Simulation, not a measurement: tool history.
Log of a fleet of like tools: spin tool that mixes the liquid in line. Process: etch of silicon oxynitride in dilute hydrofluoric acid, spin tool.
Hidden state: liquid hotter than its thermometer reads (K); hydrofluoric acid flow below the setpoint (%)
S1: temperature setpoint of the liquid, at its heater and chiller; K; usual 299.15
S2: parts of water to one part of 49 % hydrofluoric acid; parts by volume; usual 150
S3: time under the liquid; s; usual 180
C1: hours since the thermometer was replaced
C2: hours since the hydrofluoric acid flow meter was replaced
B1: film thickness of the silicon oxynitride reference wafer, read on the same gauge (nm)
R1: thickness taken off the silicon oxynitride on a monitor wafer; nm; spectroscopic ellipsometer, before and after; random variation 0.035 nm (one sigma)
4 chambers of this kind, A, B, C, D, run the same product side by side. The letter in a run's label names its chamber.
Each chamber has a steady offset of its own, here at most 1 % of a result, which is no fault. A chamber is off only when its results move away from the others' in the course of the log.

run	hour	S1	S2	S3	C1	C2	B1	R1
1C	10	299.15	150	180	394.9	302.3	59.982	3.3365
# hour 17.4: chamber B: thermometer replaced
2A	18	299.15	150	180	2178.2	403.9	60.026	3.4755
3D	30.1	299.15	150	180	2172	1147.3	60.019	3.3894
4B	41.4	299.15	150	180	24.1	1343.5	60.002	3.3501
5D	52.9	299.15	150	180	2194.8	1170.1	60.017	3.4514
6A	62	299.15	150	180	2222.2	447.9	59.978	3.3892
7C	69.8	299.15	150	180	454.7	362.1	60.01	3.3698
8B	80.3	299.15	150	180	63	1382.4	60.007	3.4756
9A	87.7	299.15	150	180	2247.9	473.6	59.971	3.3773
10B	99.7	299.15	150	215	82.4	1401.8	60.05	4.0408
11D	105.7	299.15	150	215	2247.6	1222.9	59.971	4.0184
12C	117.1	299.15	150	215	502	409.4	60.01	4.0243
13D	128.1	299.15	150	215	2270	1245.3	60.034	4.0595
14A	135.7	299.15	150	180	2295.9	521.6	60.055	3.3809
15C	145.3	299.15	200	180	530.2	437.6	60.006	2.4069
16B	151.2	299.15	200	180	133.9	1453.3	60.02	2.4811
17A	160.7	299.15	200	180	2320.9	546.6	60.001	2.4289
18C	167.8	299.15	200	180	552.7	460.1	60.015	2.4265
19B	174.9	299.15	150	180	157.6	1477	60.034	3.4588
20D	180.9	299.15	150	180	2322.8	1298.1	59.968	3.4006
21C	187.8	299.15	150	180	572.7	480.1	60.027	3.4224
22D	193.9	299.15	150	180	2335.8	1311.1	60.022	3.4089
23B	203.9	297.15	80	180	186.6	1506	59.986	6.0191
24A	209.7	297.15	80	180	2369.9	595.6	59.968	5.8593
25D	221.1	297.15	80	180	2363	1338.3	59.958	6.2369
26B	231	297.15	80	180	213.7	1533.1	60.009	6.0511
27A	242.9	299.15	150	180	2403.1	628.8	60.024	3.2348
28C	254.6	299.15	150	180	639.5	546.9	60.056	3.4199
29D	260.3	299.15	150	180	2402.2	1377.5	59.988	3.3518
30A	272.3	299.15	150	180	2432.5	658.2	59.989	3.2167
31C	283.1	299.15	150	180	668	575.4	60.011	3.4161
32B	291.6	299.15	150	180	274.3	1593.7	59.989	3.3945
33B	301	299.15	150	180	283.7	1603.1	60.04	3.3879
34D	308.4	299.15	150	180	2450.3	1425.6	60.008	3.3968
35C	319	299.15	150	180	703.9	611.3	60.022	3.3398

Is one chamber off against the others, does the gauge drift, or is nothing wrong? If a chamber is off, say which, and what the likeliest cause is.

Chamber A drifts away from the others.
Cause: hydrofluoric acid flow below the setpoint (%) = 8.19.
The log may not tell that from: liquid colder than its thermometer reads (K).

Here are 4 candidates for chamber A's next run, each the usual settings with a change, their results left as question marks. Which one brings its results back in line with what the others give on the usual settings?
In line means no further than this from the other chambers' mean on the usual settings: R1 0.12 nm
36A-1	327.8	299.15	140	195				?
36A-2	327.8	299.15	150	195				?
36A-3	327.8	299.15	160	170				?
36A-4	327.8	299.15	155	175				?

The other chambers' mean on the usual settings: R1 3.3813 nm
run	R1
36A-1	3.6646
36A-2	3.3932
36A-3	2.7512
36A-4	2.9351
36A-2 brings the chamber back in line.
